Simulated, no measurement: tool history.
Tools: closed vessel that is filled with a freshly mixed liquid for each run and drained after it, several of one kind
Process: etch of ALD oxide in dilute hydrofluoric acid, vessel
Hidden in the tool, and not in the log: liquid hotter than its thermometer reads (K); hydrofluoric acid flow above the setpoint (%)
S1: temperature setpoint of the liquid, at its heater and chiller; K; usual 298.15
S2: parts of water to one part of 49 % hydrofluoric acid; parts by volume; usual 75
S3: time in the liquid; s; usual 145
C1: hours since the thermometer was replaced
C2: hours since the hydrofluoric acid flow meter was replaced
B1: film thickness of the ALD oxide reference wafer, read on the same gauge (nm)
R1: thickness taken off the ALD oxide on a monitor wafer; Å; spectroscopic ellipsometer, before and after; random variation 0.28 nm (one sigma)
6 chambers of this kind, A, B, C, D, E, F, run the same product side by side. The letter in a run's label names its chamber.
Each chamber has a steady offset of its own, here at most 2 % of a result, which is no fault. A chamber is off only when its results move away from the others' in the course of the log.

run	day	S1	S2	S3	C1	C2	B1	R1
1C	0.088	298.15	75	145	981.7	201.8	40.001	346.44
2A	0.175	298.15	75	145	297.1	39.2	39.999	338.57
3B	0.308	298.15	75	145	304.5	1164.3	40.019	334.28
4F	0.488	298.15	75	145	567.8	901.9	39.991	341.68
5E	0.617	298.15	75	145	131.8	827.4	39.982	346.33
6D	0.779	298.15	75	145	26.8	841.8	40.008	344.82
7F	0.942	301.65	75	110	578.7	912.8	40.004	296.85
8E	1.112	301.65	75	110	143.7	839.3	39.996	300.46
9B	1.292	301.65	75	110	328.1	1187.9	40.022	291.06
10D	1.388	301.65	75	110	41.4	856.4	40.017	301.61
11A	1.525	301.65	75	110	329.5	71.6	40.003	301.35
12C	1.671	301.65	75	110	1019.7	239.8	39.996	298.36
13E	1.833	298.15	100	145	161.0	856.6	39.997	249.78
14F	1.983	298.15	100	145	603.7	937.8	39.979	243.89
15A	2.154	298.15	100	145	344.6	86.7	39.996	247.25
16D	2.262	298.15	100	145	62.4	877.4	40.013	248.57
17B	2.446	298.15	100	145	355.8	1215.6	40.029	249.48
18C	2.554	298.15	100	145	1040.9	261.0	40.029	249.73
19D	2.675	298.15	75	145	72.3	887.3	39.992	349.03
20A	2.792	298.15	75	145	359.9	102.0	39.998	343.22
21E	2.883	298.15	75	145	186.2	881.8	39.985	349.98
22C	2.996	298.15	75	145	1051.5	271.6	39.988	347.57
23F	3.112	298.15	75	145	630.8	964.9	39.982	335.96
24B	3.233	298.15	75	145	374.7	1234.5	40.013	345.17
25C	3.333	298.15	75	145	1059.6	279.7	40.006	343.50
26E	3.492	298.15	75	145	200.8	896.4	40.044	345.29
27D	3.654	298.15	40	145	95.8	910.8	39.975	683.99
28F	3.767	298.15	40	145	646.5	980.6	39.976	664.94
29A	3.912	298.15	40	145	386.8	128.9	39.983	674.38
30B	4.092	298.15	40	145	395.3	1255.1	40.033	683.72
31A	4.258	298.15	40	145	395.1	137.2	39.992	669.17
32D	4.342	298.15	40	145	112.3	927.3	40.001	672.72
33F	4.429	298.15	75	145	662.4	996.5	39.992	339.50
34C	4.517	298.15	75	145	1088.0	308.1	39.998	346.98
35B	4.688	298.15	75	145	409.6	1269.4	40.006	346.55
36E	4.800	298.15	75	195	232.2	927.8	39.970	470.84
37B	4.917	298.15	75	195	415.1	1274.9	40.000	464.87
38E	5.071	298.15	75	195	238.7	934.3	39.989	466.99
39F	5.225	298.15	75	195	681.5	1015.6	39.994	460.35
40A	5.396	298.15	75	195	422.4	164.5	39.995	462.20
41D	5.554	298.15	75	195	141.4	956.4	39.970	462.10
42C	5.671	298.15	75	145	1115.7	335.8	40.005	344.06

Is one chamber off against the others, does the gauge drift, or is nothing wrong? If a chamber is off, say which, and what the likeliest cause is.

No chamber stands off beyond its own small offset, and the gauge holds steady.
